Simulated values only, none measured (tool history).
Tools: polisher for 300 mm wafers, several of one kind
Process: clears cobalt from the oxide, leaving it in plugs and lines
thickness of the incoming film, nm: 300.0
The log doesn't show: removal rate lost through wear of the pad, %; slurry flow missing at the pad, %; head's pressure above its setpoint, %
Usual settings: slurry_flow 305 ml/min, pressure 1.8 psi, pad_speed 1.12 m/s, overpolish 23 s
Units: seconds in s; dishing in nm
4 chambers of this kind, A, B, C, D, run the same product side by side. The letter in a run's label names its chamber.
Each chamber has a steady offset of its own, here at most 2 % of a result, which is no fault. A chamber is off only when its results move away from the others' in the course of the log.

run   hour  slurry_flow  pressure  pad_speed  overpolish  wafers polished on this pad  hours since the slurry nozzle was cleaned  hours since the head pressure was calibrated  seconds  dishing
 1D    8.2          305       1.8       1.12          23                          233                                        262                                         215.6   70.948   56.626
      17.1  -- chamber A: slurry nozzle cleaned
 2B   19.8          305       1.8       1.12          23                          979                                      138.4                                         285.3    70.39   56.869
 3A   29.7          305       1.8       1.12          23                          983                                       12.7                                         936.1   71.046   55.281
      31.4  -- chamber C: worn pad replaced by a new one
      34.7  -- chamber A: worn pad replaced by a new one
 4C   43.5          305       1.8       1.12          23                          131                                      470.1                                         475.2   70.549   58.816
      51.8  -- chamber D: worn pad replaced by a new one
      56.2  -- chamber B: head pressure recalibrated
 5B   57.4          305       1.8       1.12          23                         1387                                        176                                           1.3   72.222   57.275
 6C   69.9          305       1.8       1.12          23                          418                                      496.5                                         501.6   71.328   57.229
 7D   79.6          305       1.8       1.12          23                          301                                      333.4                                           287   71.933   56.445
      81.1  -- chamber B: worn pad replaced by a new one
 8A   90.2          305       1.8       0.76          13                          602                                       73.2                                         996.6   105.11   28.943
 9D   97.7          305       1.8       0.76          13                          498                                      351.5                                         305.1   104.69   30.003
10C  104.2          305       1.8       0.76          13                          790                                      530.8                                         535.9    106.8   29.173
     110.5  -- chamber A: worn pad replaced by a new one
11A  115.7          305       1.8       0.76          13                           57                                       98.7                                        1022.1   101.99   29.285
     118.3  -- chamber C: worn pad replaced by a new one
12B  123.2          305       1.8       1.12          23                          456                                      241.8                                          67.1   71.533   57.842
     126.3  -- chamber D: worn pad replaced by a new one
13D  129.8          305       1.8       0.76          23                           38                                      383.6                                         337.2   105.31   45.624
14A  141.4          305       1.8       0.76          23                          336                                      124.4                                        1047.8    105.4   44.677
15B  150.8          305       1.8       0.76          23                          756                                      269.4                                          94.7   103.86   45.967
16C  159.8          305       1.8       0.76          23                          451                                      586.4                                         591.5   106.11   44.887
17B  174.4          305       1.8       1.12          23                         1012                                        293                                         118.3    71.35   59.996
18D  181.8          305       2.3          1          23                          602                                      435.6                                         389.2   62.295   61.331
       188  -- chamber D: worn pad replaced by a new one
19C  193.1          305       2.3          1          23                          812                                      619.7                                         624.8   61.961   63.119
     195.8  -- chamber A: worn pad replaced by a new one
     203.1  -- chamber B: slurry nozzle cleaned
20A    208          305       2.3          1          23                          133                                        191                                        1114.4   62.013   60.393
       209  -- chamber C: slurry nozzle cleaned
     217.2  -- chamber B: worn pad replaced by a new one
21A  219.2          305       2.3          1          23                          254                                      202.2                                        1125.6   63.019   60.928
     222.3  -- chamber C: worn pad replaced by a new one
22B  231.2          305       1.8       1.12          23                          152                                       28.2                                         175.1   71.492   57.721
23C  244.3          305       1.8       1.12          23                          239                                       35.4                                           676   71.145   59.248
24D  253.9          305       1.8       1.12          23                          716                                      507.7                                         461.3   70.728   56.631
     257.2  -- chamber D: worn pad replaced by a new one
25A  261.6          305       1.8       1.12          23                          715                                      244.6                                          1168   71.122   56.693
     265.6  -- chamber A: slurry nozzle cleaned
26B  269.9          305       1.8       1.12          23                          572                                       66.9                                         213.8   70.446   56.121
     274.2  -- chamber D: slurry nozzle cleaned
27C  277.8          305       1.8       0.88          23                          603                                       68.9                                         709.5   90.828   49.083
28D  285.9          305       1.8       0.88          23                          311                                       11.7                                         493.3   89.372     49.7
     287.6  -- chamber A: worn pad replaced by a new one
29D  295.8          305       1.8       0.88          23                          419                                       21.6                                         503.2    91.94   49.144
30A    307          305       1.8       0.88          23                          210                                       41.5                                        1213.4   90.321   49.907
31C  314.3          305       1.8       1.12          23                          999                                      105.4                                           746   72.012   56.241

All 4 chambers run these settings next. Forecast each chamber's results:
32A   325          305       1.8       1.12          28                                                                                                                              ?        ?
32B   325          305       1.8       1.12          28                                                                                                                              ?        ?
32C   325          305       1.8       1.12          28                                                                                                                              ?        ?
32D   325          305       1.8       1.12          28                                                                                                                              ?        ?

run  seconds  dishing
32A   70.632   62.691
32B   71.412   63.415
32C   72.376    63.06
32D   72.439   65.294

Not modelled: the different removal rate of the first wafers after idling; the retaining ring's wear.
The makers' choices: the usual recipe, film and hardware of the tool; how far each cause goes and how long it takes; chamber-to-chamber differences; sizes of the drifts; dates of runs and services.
